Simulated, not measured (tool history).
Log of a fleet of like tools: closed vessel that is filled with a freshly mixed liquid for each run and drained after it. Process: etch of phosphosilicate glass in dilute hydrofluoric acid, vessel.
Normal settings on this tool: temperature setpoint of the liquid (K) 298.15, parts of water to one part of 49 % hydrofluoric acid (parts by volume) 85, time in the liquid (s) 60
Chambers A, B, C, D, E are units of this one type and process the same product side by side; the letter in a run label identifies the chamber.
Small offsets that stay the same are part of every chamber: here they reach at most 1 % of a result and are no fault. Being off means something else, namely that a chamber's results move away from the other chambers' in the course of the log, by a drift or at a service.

run	day	temperature setpoint of the liquid (K)	parts of water to one part of 49 % hydrofluoric acid (parts by volume)	time in the liquid (s)	hours since the thermometer was replaced	hours since the hydrofluoric acid flow meter was replaced	read-back film thickness of the phosphosilicate glass reference wafer, read on the same gauge (nm)	thickness taken off the phosphosilicate glass on a monitor wafer (Å)
1D	0.279	298.15	85	60	583.2	298.1	90.002	799.42
2E	0.542	298.15	85	60	600.0	1114.9	89.990	830.25
3A	0.708	298.15	85	60	308.0	808.8	90.015	792.82
4C	0.992	298.15	85	60	414.1	419.9	89.965	810.29
5B	1.125	298.15	85	60	346.1	868.9	89.984	821.57
6D	1.296	298.15	85	60	607.6	322.5	90.007	808.12
7E	1.488	298.15	85	60	622.7	1137.6	89.993	812.91
8B	1.712	298.15	85	60	360.2	883.0	89.991	812.32
9A	1.921	298.15	85	60	337.1	837.9	90.028	794.39
10C	2.150	295.15	85	60	441.9	447.7	89.994	718.47
11B	2.433	295.15	85	60	377.5	900.3	89.993	722.23
12D	2.558	295.15	85	60	637.9	352.8	90.002	712.59
13C	2.721	295.15	85	60	455.6	461.4	90.043	713.21
14A	2.925	295.15	85	60	361.2	862.0	89.999	719.96
15E	3.192	298.15	85	60	663.6	1178.5	89.987	825.41
16B	3.346	298.15	85	60	399.4	922.2	89.988	807.68
17A	3.600	302.65	85	30	377.4	878.2	89.990	482.83
18C	3.858	302.65	85	30	482.9	488.7	89.976	488.69
19D	4.046	302.65	85	30	673.6	388.5	90.027	485.05
20E	4.304	302.65	85	30	690.3	1205.2	89.951	487.58
21D	4.567	302.65	85	30	686.1	401.0	90.047	501.98
22E	4.804	298.15	85	60	702.3	1217.2	89.989	821.10
23A	5.008	298.15	85	60	411.2	912.0	90.012	801.20
24B	5.138	298.15	50	60	442.4	965.2	90.018	1432.30
# day 5.262: chamber D: thermometer replaced
25C	5.383	298.15	50	60	519.5	525.3	90.027	1454.10
26C	5.608	298.15	50	60	524.9	530.7	90.050	1427.00
27E	5.738	298.15	50	60	724.7	1239.6	89.976	1468.50
# day 5.875: chamber C: hydrofluoric acid flow meter replaced
28B	5.921	298.15	50	60	461.2	984.0	90.002	1456.10
# day 6.008: chamber A: hydrofluoric acid flow meter replaced
29A	6.158	298.15	85	60	438.8	3.6	89.995	805.46
30D	6.379	298.15	85	60	26.9	444.5	90.010	868.11
31B	6.638	298.15	85	60	478.4	1001.2	90.003	815.26
32C	6.796	298.15	105	60	553.4	22.2	89.995	626.56

Next, every chamber runs the same settings. What will each give?
33A	7.004	298.15	70	60				?
33B	7.004	298.15	70	60				?
33C	7.004	298.15	70	60				?
33D	7.004	298.15	70	60				?
33E	7.004	298.15	70	60				?

run	thickness taken off the phosphosilicate glass on a monitor wafer (Å)
33A	1006.40
33B	1007.70
33C	997.62
33D	1082.50
33E	1026.80
